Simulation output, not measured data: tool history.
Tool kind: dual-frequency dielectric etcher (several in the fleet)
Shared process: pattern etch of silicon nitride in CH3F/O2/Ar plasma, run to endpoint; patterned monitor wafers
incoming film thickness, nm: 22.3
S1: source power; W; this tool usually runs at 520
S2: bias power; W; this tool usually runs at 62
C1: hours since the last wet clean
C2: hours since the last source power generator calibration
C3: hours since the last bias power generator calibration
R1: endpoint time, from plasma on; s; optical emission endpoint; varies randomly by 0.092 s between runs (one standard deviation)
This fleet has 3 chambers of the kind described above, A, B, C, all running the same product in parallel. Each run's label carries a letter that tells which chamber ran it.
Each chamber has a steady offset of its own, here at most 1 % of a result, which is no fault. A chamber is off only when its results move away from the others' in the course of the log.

| run | hour | S1 | S2 | C1 | C2 | C3 | R1 |
|---|---|---|---|---|---|---|---|
| 1C | 6 | 520 | 62 | 109.4 | 1275.6 | 2446.4 | 30.672 |
| 2B | 11.3 | 520 | 62 | 154.7 | 2570.6 | 508.7 | 30.439 |
| 3A | 18.1 | 520 | 62 | 519.7 | 1547.1 | 1524.2 | 30.576 |
| 4A | 21.7 | 520 | 62 | 523.3 | 1550.7 | 1527.8 | 30.55 |
| 5B | 27.4 | 520 | 62 | 170.8 | 2586.7 | 524.8 | 30.432 |
|  | 32.2 | chamber C: bias power generator calibrated |
| 6C | 32.6 | 520 | 62 | 136 | 1302.2 | 0.5 | 30.551 |
| 7C | 38.5 | 520 | 62 | 141.9 | 1308.1 | 6.4 | 30.665 |
| 8A | 43.4 | 520 | 62 | 545 | 1572.4 | 1549.5 | 30.529 |
| 9B | 47.4 | 520 | 62 | 190.8 | 2606.7 | 544.8 | 30.43 |
| 10C | 53.2 | 520 | 62 | 156.6 | 1322.8 | 21.1 | 30.704 |
|  | 56.6 | chamber A: wet clean of the chamber |
| 11B | 58.4 | 520 | 62 | 201.8 | 2617.7 | 555.8 | 30.482 |
| 12A | 66.1 | 520 | 62 | 9.6 | 1595.1 | 1572.2 | 30.592 |
| 13C | 72.8 | 520 | 62 | 176.2 | 1342.4 | 40.7 | 31.042 |
| 14B | 76.6 | 520 | 62 | 220 | 2635.9 | 574 | 30.35 |
| 15A | 80.9 | 520 | 62 | 24.4 | 1609.9 | 1587 | 30.418 |
| 16A | 88.6 | 520 | 62 | 32.1 | 1617.6 | 1594.7 | 30.529 |
| 17C | 95.8 | 520 | 62 | 199.2 | 1365.4 | 63.7 | 31.251 |
| 18B | 101.1 | 520 | 62 | 244.5 | 2660.4 | 598.5 | 30.506 |
| 19B | 106.6 | 400 | 62 | 250 | 2665.9 | 604 | 33.6 |
| 20A | 111.2 | 400 | 62 | 54.7 | 1640.2 | 1617.3 | 33.688 |
| 21C | 116.2 | 400 | 62 | 219.6 | 1385.8 | 84.1 | 35.02 |
| 22A | 120.7 | 520 | 62 | 64.2 | 1649.7 | 1626.8 | 30.436 |

Decide between three cases: one chamber stands off from its peers, the gauge reading all wafers drifts, or nothing is wrong past each chamber's small offset. Where a chamber is off, say which and what most likely put it there.

It is chamber C that slowly wanders off from its peers.
Likeliest cause: etch rate under this chamber's usual, % = 3.59.

Below are 4 candidate recipes for chamber C's next run, each the usual settings with a change, their results shown as question marks. Which of them brings C's results back in line with what the other chambers give on the usual settings?
Maximum distance from the other chambers' mean on the usual settings for a result to count as in line: R1 0.32 s
| 23C-1 | 126.3 | 580 | 62 |  |  |  | ? |
| 23C-2 | 126.3 | 520 | 64 |  |  |  | ? |
| 23C-3 | 126.3 | 500 | 62 |  |  |  | ? |
| 23C-4 | 126.3 | 520 | 55 |  |  |  | ? |

The other chambers' mean on the usual settings: R1 30.47 s
| run | R1 |
|---|---|
| 23C-1 | 30.455 |
| 23C-2 | 31.445 |
| 23C-3 | 32.265 |
| 23C-4 | 33.035 |
23C-1 brings the chamber back in line.
